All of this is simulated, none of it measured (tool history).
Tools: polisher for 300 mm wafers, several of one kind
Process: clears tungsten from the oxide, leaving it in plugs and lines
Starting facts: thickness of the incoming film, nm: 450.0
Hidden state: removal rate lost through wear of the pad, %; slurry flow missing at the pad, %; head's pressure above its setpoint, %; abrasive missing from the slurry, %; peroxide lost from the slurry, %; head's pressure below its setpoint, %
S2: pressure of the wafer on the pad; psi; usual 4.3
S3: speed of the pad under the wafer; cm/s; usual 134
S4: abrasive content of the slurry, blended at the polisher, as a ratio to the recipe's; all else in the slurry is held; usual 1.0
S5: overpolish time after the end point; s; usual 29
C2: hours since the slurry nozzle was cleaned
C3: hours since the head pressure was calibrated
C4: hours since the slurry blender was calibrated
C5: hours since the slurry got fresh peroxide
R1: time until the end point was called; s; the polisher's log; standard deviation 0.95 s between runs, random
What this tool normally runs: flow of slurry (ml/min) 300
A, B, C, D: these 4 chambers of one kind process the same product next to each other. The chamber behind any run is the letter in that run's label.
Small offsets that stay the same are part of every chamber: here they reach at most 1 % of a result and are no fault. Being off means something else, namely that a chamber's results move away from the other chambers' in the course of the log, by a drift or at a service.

{"day": 0.188, "done": "chamber A: slurry tank refilled with fresh slurry and peroxide"}
{"day": 0.358, "done": "chamber A: worn pad replaced by a new one"}
{"run": "1C", "day": 0.429, "flow of slurry (ml/min)": 300, "S2": 4.3, "S3": 134, "S4": 1.0, "S5": 29, "wafers polished on this pad": 1130, "C2": 461.8, "C3": 346.7, "C4": 103.8, "C5": 23.2, "R1": 66.984}
{"day": 0.567, "done": "chamber A: head pressure recalibrated"}
{"day": 0.708, "done": "chamber C: worn pad replaced by a new one"}
{"day": 0.754, "done": "chamber B: slurry tank refilled with fresh slurry and peroxide"}
{"run": "2B", "day": 0.85, "flow of slurry (ml/min)": 300, "S2": 4.3, "S3": 134, "S4": 1.0, "S5": 29, "wafers polished on this pad": 347, "C2": 113.6, "C3": 464.8, "C4": 22.7, "C5": 2.3, "R1": 66.839}
{"run": "3A", "day": 1.062, "flow of slurry (ml/min)": 300, "S2": 4.3, "S3": 134, "S4": 1.0, "S5": 29, "wafers polished on this pad": 151, "C2": 80.3, "C3": 11.9, "C4": 74.8, "C5": 21.1, "R1": 67.874}
{"day": 1.3, "done": "chamber B: head pressure recalibrated"}
{"run": "4D", "day": 1.329, "flow of slurry (ml/min)": 300, "S2": 4.3, "S3": 134, "S4": 1.0, "S5": 29, "wafers polished on this pad": 928, "C2": 227.1, "C3": 753.4, "C4": 72.7, "C5": 102.6, "R1": 66.727}
{"run": "5C", "day": 1.571, "flow of slurry (ml/min)": 300, "S2": 4.3, "S3": 134, "S4": 1.0, "S5": 29, "wafers polished on this pad": 185, "C2": 489.2, "C3": 374.1, "C4": 131.2, "C5": 50.6, "R1": 65.545}
{"run": "6B", "day": 1.908, "flow of slurry (ml/min)": 300, "S2": 4.3, "S3": 134, "S4": 1.0, "S5": 29, "wafers polished on this pad": 574, "C2": 139.0, "C3": 14.6, "C4": 48.1, "C5": 27.7, "R1": 64.598}
{"run": "7A", "day": 2.225, "flow of slurry (ml/min)": 300, "S2": 4.3, "S3": 134, "S4": 1.0, "S5": 29, "wafers polished on this pad": 401, "C2": 108.2, "C3": 39.8, "C4": 102.7, "C5": 49.0, "R1": 67.604}
{"day": 2.292, "done": "chamber A: slurry tank refilled with fresh slurry and peroxide"}
{"run": "8D", "day": 2.492, "flow of slurry (ml/min)": 300, "S2": 4.3, "S3": 134, "S4": 1.0, "S5": 29, "wafers polished on this pad": 1178, "C2": 255.0, "C3": 781.3, "C4": 100.6, "C5": 130.5, "R1": 66.299}
{"run": "9D", "day": 2.871, "flow of slurry (ml/min)": 300, "S2": 4.3, "S3": 134, "S4": 1.0, "S5": 29, "wafers polished on this pad": 1259, "C2": 264.1, "C3": 790.4, "C4": 109.7, "C5": 139.6, "R1": 65.089}
{"day": 3.112, "done": "chamber D: worn pad replaced by a new one"}
{"run": "10B", "day": 3.283, "flow of slurry (ml/min)": 300, "S2": 4.3, "S3": 134, "S4": 1.0, "S5": 29, "wafers polished on this pad": 869, "C2": 172.0, "C3": 47.6, "C4": 81.1, "C5": 60.7, "R1": 65.729}
{"day": 3.321, "done": "chamber D: slurry blender recalibrated"}
{"day": 3.508, "done": "chamber A: worn pad replaced by a new one"}
{"run": "11C", "day": 3.621, "flow of slurry (ml/min)": 300, "S2": 4.3, "S3": 134, "S4": 1.0, "S5": 29, "wafers polished on this pad": 625, "C2": 538.4, "C3": 423.3, "C4": 180.4, "C5": 99.8, "R1": 68.827}
{"day": 3.754, "done": "chamber D: head pressure recalibrated"}
{"day": 3.842, "done": "chamber A: slurry blender recalibrated"}
{"run": "12A", "day": 3.962, "flow of slurry (ml/min)": 300, "S2": 4.3, "S3": 134, "S4": 1.0, "S5": 29, "wafers polished on this pad": 97, "C2": 149.9, "C3": 81.5, "C4": 3.0, "C5": 40.2, "R1": 67.965}
{"day": 4.312, "done": "chamber A: slurry tank refilled with fresh slurry and peroxide"}
{"run": "13A", "day": 4.35, "flow of slurry (ml/min)": 300, "S2": 4.3, "S3": 134, "S4": 1.0, "S5": 29, "wafers polished on this pad": 180, "C2": 159.2, "C3": 90.8, "C4": 12.3, "C5": 1.0, "R1": 67.484}
{"run": "14D", "day": 4.7, "flow of slurry (ml/min)": 300, "S2": 4.3, "S3": 134, "S4": 1.0, "S5": 29, "wafers polished on this pad": 341, "C2": 308.0, "C3": 22.7, "C4": 33.1, "C5": 183.5, "R1": 64.941}
{"day": 4.9, "done": "chamber D: slurry tank refilled with fresh slurry and peroxide"}
{"run": "15C", "day": 4.992, "flow of slurry (ml/min)": 300, "S2": 4.3, "S3": 134, "S4": 1.0, "S5": 29, "wafers polished on this pad": 919, "C2": 571.3, "C3": 456.2, "C4": 213.3, "C5": 132.7, "R1": 70.358}
{"run": "16B", "day": 5.325, "flow of slurry (ml/min)": 365, "S2": 4.3, "S3": 134, "S4": 1.0, "S5": 19, "wafers polished on this pad": 1307, "C2": 221.0, "C3": 96.6, "C4": 130.1, "C5": 109.7, "R1": 66.592}
{"run": "17B", "day": 5.617, "flow of slurry (ml/min)": 365, "S2": 4.3, "S3": 134, "S4": 1.0, "S5": 19, "wafers polished on this pad": 1370, "C2": 228.0, "C3": 103.6, "C4": 137.1, "C5": 116.7, "R1": 65.541}
{"day": 5.767, "done": "chamber B: worn pad replaced by a new one"}
{"run": "18D", "day": 6.058, "flow of slurry (ml/min)": 365, "S2": 4.3, "S3": 134, "S4": 1.0, "S5": 19, "wafers polished on this pad": 632, "C2": 340.6, "C3": 55.3, "C4": 65.7, "C5": 27.8, "R1": 64.379}
{"day": 6.175, "done": "chamber B: slurry blender recalibrated"}
{"day": 6.367, "done": "chamber C: slurry blender recalibrated"}
{"run": "19C", "day": 6.371, "flow of slurry (ml/min)": 365, "S2": 4.3, "S3": 134, "S4": 1.0, "S5": 19, "wafers polished on this pad": 1215, "C2": 604.4, "C3": 489.3, "C4": 0.1, "C5": 165.8, "R1": 68.659}
{"day": 6.412, "done": "chamber A: slurry tank refilled with fresh slurry and peroxide"}
{"run": "20A", "day": 6.758, "flow of slurry (ml/min)": 300, "S2": 4.3, "S3": 134, "S4": 1.0, "S5": 29, "wafers polished on this pad": 697, "C2": 217.0, "C3": 148.6, "C4": 70.1, "C5": 8.4, "R1": 66.745}
{"run": "21A", "day": 7.033, "flow of slurry (ml/min)": 300, "S2": 4.3, "S3": 134, "S4": 1.0, "S5": 29, "wafers polished on this pad": 756, "C2": 223.6, "C3": 155.2, "C4": 76.7, "C5": 15.0, "R1": 67.498}
{"day": 7.092, "done": "chamber C: worn pad replaced by a new one"}
{"day": 7.229, "done": "chamber A: worn pad replaced by a new one"}
{"run": "22C", "day": 7.275, "flow of slurry (ml/min)": 300, "S2": 4.3, "S3": 134, "S4": 1.0, "S5": 29, "wafers polished on this pad": 39, "C2": 626.1, "C3": 511.0, "C4": 21.8, "C5": 187.5, "R1": 72.939}
{"run": "23B", "day": 7.617, "flow of slurry (ml/min)": 300, "S2": 4.3, "S3": 134, "S4": 1.0, "S5": 29, "wafers polished on this pad": 397, "C2": 276.0, "C3": 151.6, "C4": 34.6, "C5": 164.7, "R1": 65.995}
{"run": "24D", "day": 7.829, "flow of slurry (ml/min)": 200, "S2": 4.3, "S3": 134, "S4": 1.0, "S5": 29, "wafers polished on this pad": 1012, "C2": 383.1, "C3": 97.8, "C4": 108.2, "C5": 70.3, "R1": 67.938}
{"day": 8.05, "done": "chamber A: slurry nozzle cleaned"}
{"run": "25A", "day": 8.112, "flow of slurry (ml/min)": 200, "S2": 4.3, "S3": 134, "S4": 1.0, "S5": 29, "wafers polished on this pad": 189, "C2": 1.6, "C3": 181.1, "C4": 102.6, "C5": 40.9, "R1": 69.434}
{"run": "26D", "day": 8.408, "flow of slurry (ml/min)": 200, "S2": 4.3, "S3": 134, "S4": 1.0, "S5": 29, "wafers polished on this pad": 1136, "C2": 397.0, "C3": 111.7, "C4": 122.1, "C5": 84.2, "R1": 69.019}
{"day": 8.55, "done": "chamber D: slurry blender recalibrated"}
{"day": 8.742, "done": "chamber A: slurry tank refilled with fresh slurry and peroxide"}
{"run": "27B", "day": 8.812, "flow of slurry (ml/min)": 200, "S2": 4.3, "S3": 134, "S4": 1.0, "S5": 29, "wafers polished on this pad": 653, "C2": 304.7, "C3": 180.3, "C4": 63.3, "C5": 193.4, "R1": 69.306}
{"day": 9.067, "done": "chamber A: slurry blender recalibrated"}
{"run": "28C", "day": 9.108, "flow of slurry (ml/min)": 300, "S2": 4.3, "S3": 134, "S4": 1.0, "S5": 29, "wafers polished on this pad": 433, "C2": 670.1, "C3": 555.0, "C4": 65.8, "C5": 231.5, "R1": 72.128}
{"day": 9.188, "done": "chamber B: slurry tank refilled with fresh slurry and peroxide"}
{"run": "29A", "day": 9.429, "flow of slurry (ml/min)": 300, "S2": 4.3, "S3": 134, "S4": 1.0, "S5": 29, "wafers polished on this pad": 472, "C2": 33.2, "C3": 212.7, "C4": 8.7, "C5": 16.6, "R1": 67.685}
{"run": "30C", "day": 9.796, "flow of slurry (ml/min)": 300, "S2": 4.3, "S3": 134, "S4": 1.0, "S5": 29, "wafers polished on this pad": 580, "C2": 686.6, "C3": 571.5, "C4": 82.3, "C5": 248.0, "R1": 72.509}
{"day": 9.929, "done": "chamber D: worn pad replaced by a new one"}
{"run": "31B", "day": 10.058, "flow of slurry (ml/min)": 300, "S2": 4.3, "S3": 134, "S4": 1.0, "S5": 29, "wafers polished on this pad": 921, "C2": 334.6, "C3": 210.2, "C4": 93.2, "C5": 21.0, "R1": 67.112}
{"run": "32D", "day": 10.371, "flow of slurry (ml/min)": 300, "S2": 4.3, "S3": 134, "S4": 0.8, "S5": 29, "wafers polished on this pad": 95, "C2": 444.1, "C3": 158.8, "C4": 43.7, "C5": 131.3, "R1": 69.887}
{"run": "33D", "day": 10.775, "flow of slurry (ml/min)": 300, "S2": 4.3, "S3": 134, "S4": 0.8, "S5": 29, "wafers polished on this pad": 181, "C2": 453.8, "C3": 168.5, "C4": 53.4, "C5": 141.0, "R1": 69.498}

Which is it: a chamber that has drifted or been left off by a service, a gauge drift common to all chambers, or only each chamber's usual small offset? If a chamber is off, name it and its likeliest cause.

Little by little, chamber C moves away from the other chambers.
Cause: peroxide lost from the slurry, % = 27.1.
The log may not separate it from: head's pressure below its setpoint, %.

Chamber C could run next with any of the 4 candidate recipes listed below; each alters the usual settings, and their results appear as question marks. Which one brings its results back in line with what the other chambers deliver on the usual settings?
In line here means within this much of the mean the other chambers give on the usual settings: R1 3.300 s
{"run": "34C-1", "day": 11.112, "flow of slurry (ml/min)": 300, "S2": 4.0, "S3": 126, "S4": 1.0, "S5": 29, "R1": "?"}
{"run": "34C-2", "day": 11.112, "flow of slurry (ml/min)": 300, "S2": 4.6, "S3": 142, "S4": 1.0, "S5": 29, "R1": "?"}
{"run": "34C-3", "day": 11.112, "flow of slurry (ml/min)": 300, "S2": 4.1, "S3": 134, "S4": 1.0, "S5": 29, "R1": "?"}
{"run": "34C-4", "day": 11.112, "flow of slurry (ml/min)": 300, "S2": 4.3, "S3": 140, "S4": 1.0, "S5": 29, "R1": "?"}

The other chambers' mean on the usual settings: R1 66.213 s
run=34C-1 R1=86.134
run=34C-2 R1=66.550
run=34C-3 R1=79.085
run=34C-4 R1=72.210
The right change is 34C-2: it brings the chamber back within the allowed miss of the others.
